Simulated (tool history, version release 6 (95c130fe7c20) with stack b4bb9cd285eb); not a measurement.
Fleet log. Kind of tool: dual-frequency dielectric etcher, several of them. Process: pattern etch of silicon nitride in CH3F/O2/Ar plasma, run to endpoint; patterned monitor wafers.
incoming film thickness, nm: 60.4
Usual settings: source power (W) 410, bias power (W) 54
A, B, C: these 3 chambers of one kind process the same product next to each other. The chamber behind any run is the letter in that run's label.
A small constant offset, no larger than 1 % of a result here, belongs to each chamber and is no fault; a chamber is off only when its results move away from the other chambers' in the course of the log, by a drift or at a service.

run,day,source power (W),bias power (W),endpoint time (s)
1C,0.162,410,54,94.344
2B,0.342,410,54,94.482
3A,0.546,410,54,95.627
4A,0.671,410,54,94.603
5B,0.833,490,54,88.649
6C,0.925,490,54,87.884
7C,1.117,490,54,87.998
8A,1.304,410,54,95.456
9B,1.488,410,54,94.904
10C,1.646,410,54,94.505
11A,1.833,410,54,95.158
12B,1.946,410,54,95.212
13B,2.062,410,54,95.152
14A,2.175,410,54,94.919
15C,2.383,370,62,94.438
16A,2.562,370,62,94.101
17B,2.688,370,62,94.444
18C,2.862,310,63,101.330
19C,3.071,310,63,101.500
20B,3.246,310,63,100.160
21A,3.362,410,54,94.883
22C,3.488,440,61,90.557
23B,3.592,440,61,88.498
24A,3.742,440,61,88.981
25C,3.917,410,54,97.383
26A,4.054,410,54,95.599
27B,4.179,410,54,94.923
28C,4.333,410,54,97.971
29B,4.533,410,54,95.878

For the next run the whole fleet of 3 chambers uses the same settings. Give each chamber's results:
30A,4.688,410,60,?
30B,4.688,410,60,?
30C,4.688,410,60,?

run,endpoint time (s)
30A,91.498
30B,92.532
30C,95.534
